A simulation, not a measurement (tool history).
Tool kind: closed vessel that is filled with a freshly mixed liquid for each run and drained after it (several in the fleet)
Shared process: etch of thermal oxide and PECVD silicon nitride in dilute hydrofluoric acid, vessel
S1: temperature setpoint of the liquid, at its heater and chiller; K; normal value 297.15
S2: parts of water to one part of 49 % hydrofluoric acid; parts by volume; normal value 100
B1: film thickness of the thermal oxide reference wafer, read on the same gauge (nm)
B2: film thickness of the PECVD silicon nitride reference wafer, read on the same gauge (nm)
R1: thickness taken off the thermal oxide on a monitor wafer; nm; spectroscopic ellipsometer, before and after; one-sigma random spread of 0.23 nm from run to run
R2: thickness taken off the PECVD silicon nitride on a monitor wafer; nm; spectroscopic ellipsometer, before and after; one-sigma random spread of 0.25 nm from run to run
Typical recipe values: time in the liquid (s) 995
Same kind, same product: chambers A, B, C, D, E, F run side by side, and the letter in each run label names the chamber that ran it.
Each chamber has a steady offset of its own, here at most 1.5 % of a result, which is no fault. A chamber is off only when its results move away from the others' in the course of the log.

Run 1B, hour 4.9: usual settings; B1 109.95; B2 89.998. Result: R1 46.517 nm, R2 28.351 nm.
Run 2E, hour 9.8: usual settings; B1 110.04; B2 89.988. Result: R1 45.667 nm, R2 28.221 nm.
Run 3A, hour 15.2: usual settings; B1 109.99; B2 90.017. Result: R1 46.161 nm, R2 28.484 nm.
Run 4C, hour 21.5: usual settings; B1 110.04; B2 89.937. Result: R1 46.502 nm, R2 28.258 nm.
Run 5F, hour 27.5: usual settings; B1 110; B2 90.027. Result: R1 46.229 nm, R2 28.055 nm.
Run 6D, hour 33: usual settings; B1 109.98; B2 89.982. Result: R1 45.889 nm, R2 27.299 nm.
Run 7F, hour 36.3: usual settings but S1 294.65 K, S2 80 parts by volume; B1 109.97; B2 89.969. Result: R1 53.715 nm, R2 29.53 nm.
Run 8E, hour 42.7: usual settings but S1 294.65 K, S2 80 parts by volume; B1 110; B2 90.027. Result: R1 53.363 nm, R2 29.458 nm.
Run 9D, hour 46.2: usual settings but S1 294.65 K, S2 80 parts by volume; B1 110.01; B2 90.006. Result: R1 53.294 nm, R2 28.822 nm.
Run 10A, hour 50.2: usual settings but S1 294.65 K, S2 80 parts by volume; B1 109.97; B2 90.011. Result: R1 53.138 nm, R2 29.589 nm.
Run 11B, hour 55.1: usual settings but S1 294.65 K, S2 80 parts by volume; B1 109.97; B2 90.03. Result: R1 53.881 nm, R2 29.691 nm.
Run 12C, hour 60.9: usual settings but S1 294.65 K, S2 80 parts by volume; B1 110.02; B2 90.003. Result: R1 53.938 nm, R2 29.728 nm.
Run 13C, hour 63.8: usual settings; B1 110; B2 90.018. Result: R1 46.577 nm, R2 27.685 nm.
Run 14A, hour 67.8: usual settings; B1 110; B2 90.005. Result: R1 46.021 nm, R2 28.11 nm.
Run 15B, hour 74.3: usual settings; B1 110.02; B2 89.992. Result: R1 45.977 nm, R2 28.915 nm.
Run 16D, hour 79.5: usual settings; B1 110; B2 90.007. Result: R1 45.84 nm, R2 28.155 nm.
Run 17F, hour 83.3: usual settings but S1 293.15 K; B1 109.99; B2 90.031. Result: R1 38.999 nm, R2 21.48 nm.
Run 18E, hour 87.2: usual settings but S1 293.15 K; B1 109.99; B2 89.989. Result: R1 39.435 nm, R2 21.703 nm.
Run 19F, hour 90.6: usual settings but S1 293.15 K; B1 110; B2 89.997. Result: R1 39.149 nm, R2 21.311 nm.
Run 20B, hour 94.2: usual settings but S1 293.15 K; B1 110; B2 89.953. Result: R1 39.463 nm, R2 21.659 nm.
Run 21A, hour 99.9: usual settings but S1 293.15 K; B1 109.97; B2 89.996. Result: R1 38.767 nm, R2 21.461 nm.
Run 22C, hour 103: usual settings but S1 293.15 K; B1 110; B2 89.969. Result: R1 39.897 nm, R2 21.47 nm.
Run 23D, hour 106.9: usual settings; B1 110; B2 89.988. Result: R1 46.094 nm, R2 27.578 nm.
Run 24E, hour 113.1: usual settings but S2 150 parts by volume; B1 110; B2 90.016. Result: R1 28.871 nm, R2 18.748 nm.
Run 25C, hour 116.6: usual settings but S2 150 parts by volume; B1 110.01; B2 89.983. Result: R1 29.113 nm, R2 18.618 nm.
Run 26B, hour 121.3: usual settings but S2 150 parts by volume; B1 110.02; B2 90.014. Result: R1 29.213 nm, R2 18.586 nm.
At hour 125.2: chamber C: hydrofluoric acid flow meter replaced.
Run 27F, hour 127.7: usual settings but S2 150 parts by volume; B1 110; B2 89.97. Result: R1 29.076 nm, R2 18.632 nm.
Run 28A, hour 132.1: usual settings but S2 150 parts by volume; B1 110.01; B2 89.991. Result: R1 28.187 nm, R2 18.509 nm.
Run 29E, hour 137.3: usual settings but S2 150 parts by volume; B1 110.03; B2 89.989. Result: R1 28.976 nm, R2 18.616 nm.
Run 30D, hour 140.7: usual settings; B1 109.99; B2 89.981. Result: R1 45.865 nm, R2 27.883 nm.
Run 31B, hour 147.2: usual settings; B1 109.97; B2 90.02. Result: R1 46.781 nm, R2 28.436 nm.
Run 32E, hour 153.3: usual settings but S1 292.15 K, time in the liquid (s) 810; B1 110; B2 89.982. Result: R1 30.354 nm, R2 16.515 nm.
Run 33A, hour 157.8: usual settings but S1 292.15 K, time in the liquid (s) 810; B1 109.99; B2 90.004. Result: R1 29.639 nm, R2 16.095 nm.
Run 34C, hour 162.9: usual settings but S1 292.15 K, time in the liquid (s) 810; B1 110.01; B2 90.001. Result: R1 31.411 nm, R2 16.198 nm.
Run 35D, hour 166.5: usual settings but S1 292.15 K, time in the liquid (s) 810; B1 110.01; B2 89.979. Result: R1 30.705 nm, R2 16.245 nm.
Run 36F, hour 172.3: usual settings but S1 292.15 K, time in the liquid (s) 810; B1 109.99; B2 89.997. Result: R1 30.484 nm, R2 16.093 nm.
Run 37B, hour 176: usual settings but S1 292.15 K, time in the liquid (s) 810; B1 109.99; B2 89.991. Result: R1 31.011 nm, R2 16.523 nm.
Run 38E, hour 179.8: usual settings; B1 110.02; B2 89.992. Result: R1 45.787 nm, R2 27.523 nm.
Run 39A, hour 185.4: usual settings but S2 145 parts by volume; B1 109.98; B2 89.993. Result: R1 29.016 nm, R2 18.965 nm.
Run 40F, hour 189.6: usual settings but S2 145 parts by volume; B1 109.99; B2 90.006. Result: R1 29.849 nm, R2 19.374 nm.

Next, every chamber runs the same settings. What will each give?
Run 41A, hour 194.3: usual settings but S2 145 parts by volume. Result: R1 ?, R2 ?.
Run 41B, hour 194.3: usual settings but S2 145 parts by volume. Result: R1 ?, R2 ?.
Run 41C, hour 194.3: usual settings but S2 145 parts by volume. Result: R1 ?, R2 ?.
Run 41D, hour 194.3: usual settings but S2 145 parts by volume. Result: R1 ?, R2 ?.
Run 41E, hour 194.3: usual settings but S2 145 parts by volume. Result: R1 ?, R2 ?.
Run 41F, hour 194.3: usual settings but S2 145 parts by volume. Result: R1 ?, R2 ?.

run      R1      R2
41A  28.992  18.979
41B  30.166  19.547
41C  30.109  19.105
41D  29.743   19.13
41E  30.026  19.555
41F  29.928  19.413
